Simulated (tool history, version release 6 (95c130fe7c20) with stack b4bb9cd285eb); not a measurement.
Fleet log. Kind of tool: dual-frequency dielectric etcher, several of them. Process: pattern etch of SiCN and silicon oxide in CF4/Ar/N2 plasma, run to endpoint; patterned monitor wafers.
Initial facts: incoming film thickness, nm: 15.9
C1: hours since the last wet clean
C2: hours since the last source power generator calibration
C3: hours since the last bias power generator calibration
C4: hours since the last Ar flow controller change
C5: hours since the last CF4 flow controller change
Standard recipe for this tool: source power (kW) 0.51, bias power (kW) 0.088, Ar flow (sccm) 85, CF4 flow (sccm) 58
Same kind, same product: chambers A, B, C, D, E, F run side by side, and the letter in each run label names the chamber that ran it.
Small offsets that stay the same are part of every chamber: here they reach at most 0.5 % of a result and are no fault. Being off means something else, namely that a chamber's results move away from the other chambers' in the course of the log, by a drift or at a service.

Run 1B, hour 2.9: usual settings; C1 115.2; C2 1650.4; C3 1404.9; C4 3639.7; C5 2534.1. Result: endpoint time (s) 15.612.
Run 2D, hour 7.3: usual settings; C1 544.9; C2 1089; C3 953.7; C4 1393.7; C5 437.2. Result: endpoint time (s) 15.552.
Run 3F, hour 10.1: usual settings; C1 288; C2 1802.1; C3 811.7; C4 503.3; C5 2877. Result: endpoint time (s) 15.51.
Run 4A, hour 14.4: usual settings; C1 355.9; C2 1379.1; C3 1891.4; C4 2280.4; C5 2844.6. Result: endpoint time (s) 15.48.
Run 5E, hour 17.9: usual settings; C1 65; C2 3018.4; C3 1117.9; C4 4377.3; C5 1443.4. Result: endpoint time (s) 15.601.
Run 6C, hour 21.4: usual settings; C1 48.1; C2 3284.6; C3 137.9; C4 2133.9; C5 223.1. Result: endpoint time (s) 15.44.
Run 7C, hour 25.7: usual settings; C1 52.4; C2 3288.9; C3 142.2; C4 2138.2; C5 227.4. Result: endpoint time (s) 15.611.
Run 8E, hour 30.2: usual settings; C1 77.3; C2 3030.7; C3 1130.2; C4 4389.6; C5 1455.7. Result: endpoint time (s) 15.56.
At hour 30.8: chamber D: wet clean of the chamber.
Run 9A, hour 33.6: usual settings; C1 375.1; C2 1398.3; C3 1910.6; C4 2299.6; C5 2863.8. Result: endpoint time (s) 15.396.
Run 10F, hour 36.2: usual settings but source power (kW) 0.44; C1 314.1; C2 1828.2; C3 837.8; C4 529.4; C5 2903.1. Result: endpoint time (s) 17.584.
Run 11D, hour 39: usual settings but source power (kW) 0.44; C1 8.3; C2 1120.7; C3 985.4; C4 1425.4; C5 468.9. Result: endpoint time (s) 17.683.
Run 12B, hour 43.3: usual settings but source power (kW) 0.44; C1 155.6; C2 1690.8; C3 1445.3; C4 3680.1; C5 2574.5. Result: endpoint time (s) 17.732.
Run 13B, hour 48.4: usual settings but source power (kW) 0.44; C1 160.7; C2 1695.9; C3 1450.4; C4 3685.2; C5 2579.6. Result: endpoint time (s) 17.54.
Run 14C, hour 51: usual settings but source power (kW) 0.44; C1 77.7; C2 3314.2; C3 167.5; C4 2163.5; C5 252.7. Result: endpoint time (s) 17.637.
Run 15F, hour 55: usual settings but source power (kW) 0.44; C1 332.9; C2 1847; C3 856.6; C4 548.2; C5 2921.9. Result: endpoint time (s) 17.681.
Run 16A, hour 57.4: usual settings; C1 398.9; C2 1422.1; C3 1934.4; C4 2323.4; C5 2887.6. Result: endpoint time (s) 15.551.
Run 17E, hour 60.2: usual settings; C1 107.3; C2 3060.7; C3 1160.2; C4 4419.6; C5 1485.7. Result: endpoint time (s) 15.442.
At hour 63: chamber F: CF4 flow controller replaced.
Run 18D, hour 65: usual settings; C1 34.3; C2 1146.7; C3 1011.4; C4 1451.4; C5 494.9. Result: endpoint time (s) 15.451.
Run 19E, hour 67.4: usual settings; C1 114.5; C2 3067.9; C3 1167.4; C4 4426.8; C5 1492.9. Result: endpoint time (s) 15.421.
Run 20D, hour 69.9: usual settings; C1 39.2; C2 1151.6; C3 1016.3; C4 1456.3; C5 499.8. Result: endpoint time (s) 15.497.
Run 21F, hour 74.2: usual settings; C1 352.1; C2 1866.2; C3 875.8; C4 567.4; C5 11.3. Result: endpoint time (s) 15.54.
Run 22B, hour 78.1: usual settings; C1 190.4; C2 1725.6; C3 1480.1; C4 3714.9; C5 2609.3. Result: endpoint time (s) 15.498.
Run 23A, hour 81.7: usual settings; C1 423.2; C2 1446.4; C3 1958.7; C4 2347.7; C5 2911.9. Result: endpoint time (s) 15.526.
Run 24C, hour 85.1: usual settings but bias power (kW) 0.08; C1 111.8; C2 3348.3; C3 201.6; C4 2197.6; C5 286.8. Result: endpoint time (s) 15.893.
Run 25A, hour 88.5: usual settings but bias power (kW) 0.08; C1 430; C2 1453.2; C3 1965.5; C4 2354.5; C5 2918.7. Result: endpoint time (s) 15.928.
Run 26C, hour 93.9: usual settings but bias power (kW) 0.08; C1 120.6; C2 3357.1; C3 210.4; C4 2206.4; C5 295.6. Result: endpoint time (s) 15.909.
Run 27D, hour 97.7: usual settings but bias power (kW) 0.08; C1 67; C2 1179.4; C3 1044.1; C4 1484.1; C5 527.6. Result: endpoint time (s) 16.087.
Run 28E, hour 100.9: usual settings but bias power (kW) 0.08; C1 148; C2 3101.4; C3 1200.9; C4 4460.3; C5 1526.4. Result: endpoint time (s) 16.035.
Run 29F, hour 104: usual settings but bias power (kW) 0.08; C1 381.9; C2 1896; C3 905.6; C4 597.2; C5 41.1. Result: endpoint time (s) 16.432.
Run 30B, hour 106.6: usual settings; C1 218.9; C2 1754.1; C3 1508.6; C4 3743.4; C5 2637.8. Result: endpoint time (s) 15.481.
At hour 108.3: chamber A: wet clean of the chamber.
Run 31D, hour 109.1: usual settings; C1 78.4; C2 1190.8; C3 1055.5; C4 1495.5; C5 539. Result: endpoint time (s) 15.565.
Run 32F, hour 111.9: usual settings but source power (kW) 0.4, CF4 flow (sccm) 52; C1 389.8; C2 1903.9; C3 913.5; C4 605.1; C5 49. Result: endpoint time (s) 19.991.
Run 33C, hour 116: usual settings but source power (kW) 0.4, CF4 flow (sccm) 52; C1 142.7; C2 3379.2; C3 232.5; C4 2228.5; C5 317.7. Result: endpoint time (s) 19.522.
Run 34E, hour 120.1: usual settings but source power (kW) 0.4, CF4 flow (sccm) 52; C1 167.2; C2 3120.6; C3 1220.1; C4 4479.5; C5 1545.6. Result: endpoint time (s) 19.469.
Run 35B, hour 123.8: usual settings but source power (kW) 0.4, CF4 flow (sccm) 52; C1 236.1; C2 1771.3; C3 1525.8; C4 3760.6; C5 2655. Result: endpoint time (s) 19.403.
Run 36A, hour 129.2: usual settings but source power (kW) 0.4, CF4 flow (sccm) 52; C1 20.9; C2 1493.9; C3 2006.2; C4 2395.2; C5 2959.4. Result: endpoint time (s) 19.333.
Run 37F, hour 133.7: usual settings but source power (kW) 0.4, CF4 flow (sccm) 52; C1 411.6; C2 1925.7; C3 935.3; C4 626.9; C5 70.8. Result: endpoint time (s) 19.968.

Next, every chamber runs the same settings. What will each give?
Run 38A, hour 137.7: usual settings but source power (kW) 0.63. Result: endpoint time (s) ?.
Run 38B, hour 137.7: usual settings but source power (kW) 0.63. Result: endpoint time (s) ?.
Run 38C, hour 137.7: usual settings but source power (kW) 0.63. Result: endpoint time (s) ?.
Run 38D, hour 137.7: usual settings but source power (kW) 0.63. Result: endpoint time (s) ?.
Run 38E, hour 137.7: usual settings but source power (kW) 0.63. Result: endpoint time (s) ?.
Run 38F, hour 137.7: usual settings but source power (kW) 0.63. Result: endpoint time (s) ?.

run  endpoint time (s)
38A             12.765
38B             12.825
38C             12.864
38D             12.813
38E             12.974
38F             13.389
